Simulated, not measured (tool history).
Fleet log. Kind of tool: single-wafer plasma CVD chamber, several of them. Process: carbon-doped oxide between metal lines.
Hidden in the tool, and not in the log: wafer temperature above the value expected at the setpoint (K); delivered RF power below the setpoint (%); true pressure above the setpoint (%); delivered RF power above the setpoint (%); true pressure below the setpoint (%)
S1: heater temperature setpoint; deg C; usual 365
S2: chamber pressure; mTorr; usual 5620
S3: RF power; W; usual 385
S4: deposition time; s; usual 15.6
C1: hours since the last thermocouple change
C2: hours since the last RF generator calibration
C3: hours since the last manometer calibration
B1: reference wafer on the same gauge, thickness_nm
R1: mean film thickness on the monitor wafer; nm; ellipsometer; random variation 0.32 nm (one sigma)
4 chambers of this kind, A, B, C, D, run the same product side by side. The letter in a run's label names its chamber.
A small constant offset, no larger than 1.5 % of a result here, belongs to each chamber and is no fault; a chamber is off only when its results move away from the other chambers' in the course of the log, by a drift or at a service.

run   hour   S1    S2   S3    S4      C1      C2      C3      B1      R1
 1D   13.3  365  5620  385  15.6  1085.3   589.2     775  70.734  66.062
 2B   21.1  365  5620  385  15.6   464.9   419.7  1775.4  70.648  66.048
 3C     31  365  5620  385  15.6   629.1   738.9  1625.5  70.668  65.667
 4A   43.8  365  5620  385  15.6   424.3  1103.6   624.1  70.703  64.682
 5C   58.5  365  5620  385  15.6   656.6   766.4    1653  70.796   65.66
 6D   68.4  365  5620  385  15.6  1140.4   644.3   830.1  70.709  65.897
 7A   81.6  365  5620  385  14.5   462.1  1141.4   661.9  70.733  59.968
 8B   96.3  365  5620  385  14.5   540.1   494.9  1850.6  70.761  61.191
 9D  106.7  365  5620  385  14.5  1178.7   682.6   868.4  70.721  60.741
10B  115.6  365  5620  385  14.5   559.4   514.2  1869.9  70.665  61.102
11C  122.3  365  5620  385  15.6   720.4   830.2  1716.8  70.737  65.575
12A  131.3  365  5620  385  15.6   511.8  1191.1   711.6  70.756  64.303
13D  144.6  365  5620  385  15.6  1216.6   720.5   906.3   70.57  65.672
14C  153.2  365  5620  385  15.6   751.3   861.1  1747.7  70.729  65.857
15A  161.2  365  5620  385  15.6   541.7    1221   741.5  70.714   63.42
16B  169.4  365  5620  385  15.6   613.2     568  1923.7  70.691  65.269
17B  180.1  365  5620  385  15.6   623.9   578.7  1934.4  70.674  65.648
18A  192.1  365  5620  385  15.6   572.6  1251.9   772.4  70.752  63.747
19D  199.1  365  5620  385  15.6  1271.1     775   960.8  70.716  64.935
20C  211.8  365  6280  385  15.6   809.9   919.7  1806.3  70.615   66.36
21C    225  365  6280  385  15.6   823.1   932.9  1819.5  70.744  66.183
22B  232.2  365  6280  385  15.6     676   630.8  1986.5  70.633  65.845
23A  239.1  365  6280  385  15.6   619.6  1298.9   819.4  70.675  64.143
24D  248.1  365  5620  385  15.6  1320.1     824  1009.8  70.584  66.101
25C  254.8  365  5620  385  15.6   852.9   962.7  1849.3   70.68  65.406
26A  263.4  365  5620  385  15.6   643.9  1323.2   843.7  70.735  63.026
27B  277.7  365  5620  385  15.6   721.5   676.3    2032  70.655  65.281
     290.1  -- chamber A: capacitance manometer re-zeroed and calibrated
28D  291.1  365  4720  385  18.1  1363.1     867  1052.8  70.771  73.893
29D  305.8  365  4720  385  18.1  1377.8   881.7  1067.5  70.771  74.155
30C    315  365  4720  385  18.1   913.1  1022.9  1909.5  70.642  74.034
31A  324.2  365  4720  385  18.1   704.7    1384    34.2  70.695  70.431
32B  331.2  365  5620  385  15.6     775   729.8  2085.5  70.806    65.6
33C  340.9  365  5620  385  15.6     939  1048.8  1935.4  70.687   65.43
34D  355.3  365  5620  385  15.6  1427.3   931.2    1117  70.805  65.329

Predict what each chamber gives when all 4 of them run the settings below next.
35A  366.2  365  5620  455  15.6                   ?
35B  366.2  365  5620  455  15.6                   ?
35C  366.2  365  5620  455  15.6                   ?
35D  366.2  365  5620  455  15.6                   ?

run      R1
35A  70.637
35B  74.546
35C  73.598
35D  73.752
